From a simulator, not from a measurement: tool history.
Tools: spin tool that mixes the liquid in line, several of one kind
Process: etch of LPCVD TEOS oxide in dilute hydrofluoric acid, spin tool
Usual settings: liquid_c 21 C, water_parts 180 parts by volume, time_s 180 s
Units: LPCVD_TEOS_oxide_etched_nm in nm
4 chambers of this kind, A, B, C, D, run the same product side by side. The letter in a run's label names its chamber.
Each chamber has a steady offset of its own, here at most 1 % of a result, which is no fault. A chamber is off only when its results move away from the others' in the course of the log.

run    day  liquid_c  water_parts  time_s  read-back film thickness of the LPCVD TEOS oxide reference wafer, read on the same gauge (nm)  LPCVD_TEOS_oxide_etched_nm
 1A  0.367        21          180     180                                                                                         129.91                      38.855
 2C  0.671        21          180     180                                                                                         129.98                      39.038
 3D  0.933        21          180     180                                                                                         129.97                      39.483
 4B  1.212        21          180     180                                                                                         129.99                      38.862
 5D  1.667        21          180     180                                                                                         130.06                      39.294
 6C  1.900        21          180     180                                                                                         129.99                      38.882
 7B  2.354        21          180     180                                                                                         130.02                      38.634
 8A  2.617        21          180     180                                                                                         129.95                      39.051
 9C  3.042        21          180     180                                                                                         130.01                      38.919
10D  3.546        21          180     180                                                                                         130.00                      39.537
     3.862  -- chamber A: thermometer replaced
11A  3.888        21          180     180                                                                                         130.00                      39.226
12B  4.167        21          180     180                                                                                         129.96                      39.275
13B  4.600        21          180     280                                                                                         129.99                      60.217
14C  5.117        21          180     280                                                                                         130.02                      60.352
15A  5.354        21          180     280                                                                                         130.01                      60.132
     5.479  -- chamber B: hydrofluoric acid flow meter replaced
16D  5.833        21          180     280                                                                                         130.07                      61.763
17B  6.088        21          180     245                                                                                         129.99                      52.664
     6.275  -- chamber B: thermometer replaced
     6.296  -- chamber C: thermometer replaced
18D  6.554        21          180     245                                                                                         130.07                      54.850
19A  6.854        21          180     245                                                                                         129.97                      53.078
20C  7.242        21          180     245                                                                                         130.00                      52.663
21B  7.475        21          180     180                                                                                         130.01                      38.256
22A  7.942        21          180     180                                                                                         129.99                      38.921
23C  8.221        21          180     180                                                                                         129.98                      38.570
24D  8.667        21          180     180                                                                                         129.96                      41.495
25D  9.142        21          180     180                                                                                         130.02                      41.388
26B  9.592        21          180     180                                                                                         129.99                      38.649
27A  9.992        21          145     130                                                                                         130.00                      36.298

Next, every chamber runs the same settings. What will each give?
28A  10.362        21          180     180                                                                                                                          ?
28B  10.362        21          180     180                                                                                                                          ?
28C  10.362        21          180     180                                                                                                                          ?
28D  10.362        21          180     180                                                                                                                          ?

run  LPCVD_TEOS_oxide_etched_nm
28A                      39.236
28B                      38.540
28C                      38.830
28D                      41.491
